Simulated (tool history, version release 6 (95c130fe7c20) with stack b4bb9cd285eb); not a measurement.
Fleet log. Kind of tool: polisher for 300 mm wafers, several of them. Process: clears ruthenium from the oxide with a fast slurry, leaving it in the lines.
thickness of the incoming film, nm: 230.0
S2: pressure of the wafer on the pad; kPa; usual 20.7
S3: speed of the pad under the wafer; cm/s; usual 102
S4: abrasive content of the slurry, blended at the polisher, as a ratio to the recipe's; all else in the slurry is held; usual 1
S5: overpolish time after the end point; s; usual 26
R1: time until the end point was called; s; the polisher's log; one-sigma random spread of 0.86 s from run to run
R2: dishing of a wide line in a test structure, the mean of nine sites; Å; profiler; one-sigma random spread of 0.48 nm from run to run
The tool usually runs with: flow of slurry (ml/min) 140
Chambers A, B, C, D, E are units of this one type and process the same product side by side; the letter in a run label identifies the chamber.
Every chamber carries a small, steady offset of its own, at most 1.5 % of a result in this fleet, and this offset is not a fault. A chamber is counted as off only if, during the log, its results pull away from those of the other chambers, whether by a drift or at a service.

Run 1D, hour 2.7: usual settings. Result: R1 55.179 s, R2 366.25 Å.
Run 2E, hour 5.2: usual settings. Result: R1 54.924 s, R2 372.11 Å.
Run 3C, hour 7.3: usual settings. Result: R1 54.762 s, R2 370.4 Å.
At hour 9.7: chamber C: worn pad replaced by a new one.
Run 4B, hour 10: usual settings. Result: R1 55.349 s, R2 367.69 Å.
At hour 11.8: chamber B: worn pad replaced by a new one.
Run 5A, hour 14.2: usual settings. Result: R1 54.673 s, R2 366.34 Å.
At hour 17: chamber E: worn pad replaced by a new one.
Run 6E, hour 18.1: usual settings. Result: R1 53.914 s, R2 369.62 Å.
Run 7D, hour 20.4: usual settings. Result: R1 55.631 s, R2 376.84 Å.
Run 8A, hour 24.8: usual settings. Result: R1 56.07 s, R2 371.24 Å.
Run 9B, hour 29.3: usual settings but S2 13.8 kPa, S4 0.75. Result: R1 95.634 s, R2 305.02 Å.
Run 10C, hour 33.8: usual settings but S2 13.8 kPa, S4 0.75. Result: R1 97.292 s, R2 308.29 Å.
Run 11D, hour 37: usual settings but S2 13.8 kPa, S4 0.75. Result: R1 94.927 s, R2 309.79 Å.
At hour 41.1: chamber A: head pressure recalibrated.
Run 12E, hour 41.1: usual settings but S2 13.8 kPa, S4 0.75. Result: R1 95.959 s, R2 314.49 Å.
Run 13C, hour 44.4: usual settings but S2 13.8 kPa, S4 0.75. Result: R1 96.48 s, R2 310.77 Å.
Run 14A, hour 47.8: usual settings. Result: R1 54.389 s, R2 371.53 Å.
Run 15B, hour 52.3: usual settings. Result: R1 55.147 s, R2 371.32 Å.
At hour 54.9: chamber A: worn pad replaced by a new one.
Run 16B, hour 55: usual settings. Result: R1 53.244 s, R2 365.04 Å.
At hour 57.5: chamber D: worn pad replaced by a new one.
Run 17D, hour 57.6: usual settings. Result: R1 55.806 s, R2 373.22 Å.
Run 18C, hour 61.9: usual settings. Result: R1 55.934 s, R2 378.05 Å.
At hour 63.6: chamber B: worn pad replaced by a new one.
Run 19E, hour 65.3: usual settings but S2 27.6 kPa, S5 12 s. Result: R1 40.912 s, R2 319.47 Å.
At hour 67.2: chamber E: worn pad replaced by a new one.
Run 20A, hour 68.6: usual settings but S2 27.6 kPa, S5 12 s. Result: R1 41.071 s, R2 302.11 Å.
Run 21C, hour 72.6: usual settings but S2 27.6 kPa, S5 12 s. Result: R1 41.381 s, R2 314.49 Å.
Run 22B, hour 76.7: usual settings but S2 27.6 kPa, S5 12 s. Result: R1 39.828 s, R2 319.24 Å.
Run 23A, hour 79.5: usual settings but S2 27.6 kPa, S5 12 s. Result: R1 40.656 s, R2 313.3 Å.
Run 24D, hour 83.8: usual settings but S2 14.5 kPa, S5 32 s. Result: R1 76.951 s, R2 362.6 Å.
Run 25E, hour 87.6: usual settings but S2 14.5 kPa, S5 32 s. Result: R1 80.345 s, R2 363.39 Å.
Run 26A, hour 91.1: usual settings but S2 14.5 kPa, S5 32 s. Result: R1 77.937 s, R2 349.2 Å.
Run 27B, hour 94.1: usual settings but S2 14.5 kPa, S5 32 s. Result: R1 79.026 s, R2 353.87 Å.
Run 28D, hour 97.4: usual settings but S2 14.5 kPa, S5 32 s. Result: R1 78.707 s, R2 363.17 Å.
Run 29E, hour 99.9: usual settings. Result: R1 55.386 s, R2 376.89 Å.
Run 30C, hour 103.7: usual settings. Result: R1 55.339 s, R2 380.45 Å.
At hour 104.2: chamber C: slurry blender recalibrated.
At hour 106.1: chamber A: worn pad replaced by a new one.
Run 31C, hour 107.4: usual settings. Result: R1 56.282 s, R2 365.5 Å.
Run 32A, hour 110.6: usual settings but S3 136 cm/s. Result: R1 41.319 s, R2 389.02 Å.

All chambers now run identical settings, listed one chamber a line with results as question marks. What results will each chamber show?
Run 33A, hour 113.9: usual settings. Result: R1 ?, R2 ?.
Run 33B, hour 113.9: usual settings. Result: R1 ?, R2 ?.
Run 33C, hour 113.9: usual settings. Result: R1 ?, R2 ?.
Run 33D, hour 113.9: usual settings. Result: R1 ?, R2 ?.
Run 33E, hour 113.9: usual settings. Result: R1 ?, R2 ?.

run      R1      R2
33A  54.744  369.63
33B  55.113  372.69
33C  56.563  376.67
33D  55.568  375.98
33E   56.24  368.61
